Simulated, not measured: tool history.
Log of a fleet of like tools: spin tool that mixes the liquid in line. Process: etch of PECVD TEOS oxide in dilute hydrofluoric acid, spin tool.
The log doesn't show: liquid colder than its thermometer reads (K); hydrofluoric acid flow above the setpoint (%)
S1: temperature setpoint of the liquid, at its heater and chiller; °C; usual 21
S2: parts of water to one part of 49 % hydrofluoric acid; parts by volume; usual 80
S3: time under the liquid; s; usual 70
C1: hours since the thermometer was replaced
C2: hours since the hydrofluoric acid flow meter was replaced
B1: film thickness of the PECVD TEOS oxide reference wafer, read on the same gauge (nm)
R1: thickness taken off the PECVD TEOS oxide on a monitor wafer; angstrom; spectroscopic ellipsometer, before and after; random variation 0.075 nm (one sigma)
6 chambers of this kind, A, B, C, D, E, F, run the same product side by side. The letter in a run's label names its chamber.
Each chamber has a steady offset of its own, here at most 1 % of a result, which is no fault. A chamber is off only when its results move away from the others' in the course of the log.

run,hour,S1,S2,S3,C1,C2,B1,R1
1F,9.9,21,80,70,459.8,882.7,130,129.31
2A,16.2,21,80,70,952.7,742.6,129.99,127.4
3C,25.7,21,80,70,63,230.3,130,125.81
# hour 36.2: chamber F: hydrofluoric acid flow meter replaced
4D,37.1,21,80,70,1282.4,799.5,130.01,128.38
5B,45.8,21,80,70,1658.8,46,129.99,126.73
6E,53.6,21,80,70,1126.6,1038.3,129.99,129.76
7C,59.2,21,80,70,96.5,263.8,130,126.05
8D,70.8,21,80,70,1316.1,833.2,130.02,127.31
9A,80.5,21,80,70,1017,806.9,129.98,128.67
10B,87.4,21,80,70,1700.4,87.6,129.99,128.01
11E,96.7,17,80,70,1169.7,1081.4,129.99,107.43
12F,102.5,17,80,70,552.4,66.3,130,109.37
13C,111.4,17,80,70,148.7,316,130.01,107.69
14D,121.6,17,80,70,1366.9,884,129.99,107.78
15F,134.3,17,80,70,584.2,98.1,129.99,107.31
16B,145.8,17,80,70,1758.8,146,129.98,107.31
17E,158.3,21,80,70,1231.3,1143,130.02,129.14
18A,164.3,21,80,70,1100.8,890.7,130,128.39
19B,175,21,80,70,1788,175.2,130.02,126.7
20A,183.1,21,80,70,1119.6,909.5,130,127.68
21D,189.3,21,100,90,1434.6,951.7,130,128.35
22E,200.9,21,100,90,1273.9,1185.6,130.02,127.49
23F,213.7,21,100,90,663.6,177.5,130.03,128.91
24C,224.1,21,100,90,261.4,428.7,130,127.87
25A,231.9,21,100,90,1168.4,958.3,130.01,127.41
26D,242.6,21,100,90,1487.9,1005,129.97,129.01
27E,248.7,21,80,70,1321.7,1233.4,129.98,129.02
28F,258.2,21,80,70,708.1,222,130.02,128.9
29C,265.6,21,80,70,302.9,470.2,130.04,126.99
30B,272.6,21,80,70,1885.6,272.8,129.99,127.61
31B,283.2,21,80,70,1896.2,283.4,130,128.94
32A,291.5,21,80,70,1228,1017.9,130.01,127.94
33F,297.5,21,80,70,747.4,261.3,130,128.75
34E,304,21,80,70,1377,1288.7,130,127.66
35D,315.5,17,80,70,1560.8,1077.9,130.03,108.32
36C,323,17,80,70,360.3,527.6,129.98,106.77
37E,329.9,17,80,70,1402.9,1314.6,129.99,108.32
38B,335.5,17,80,70,1948.5,335.7,130.02,106.98
39A,344.1,17,80,70,1280.6,1070.5,130.01,108.48

Next, every chamber runs the same settings. What will each give?
40A,353.2,21,80,70,,,,?
40B,353.2,21,80,70,,,,?
40C,353.2,21,80,70,,,,?
40D,353.2,21,80,70,,,,?
40E,353.2,21,80,70,,,,?
40F,353.2,21,80,70,,,,?

run,R1
40A,127.73
40B,127.39
40C,127.52
40D,128.22
40E,127.68
40F,130.12

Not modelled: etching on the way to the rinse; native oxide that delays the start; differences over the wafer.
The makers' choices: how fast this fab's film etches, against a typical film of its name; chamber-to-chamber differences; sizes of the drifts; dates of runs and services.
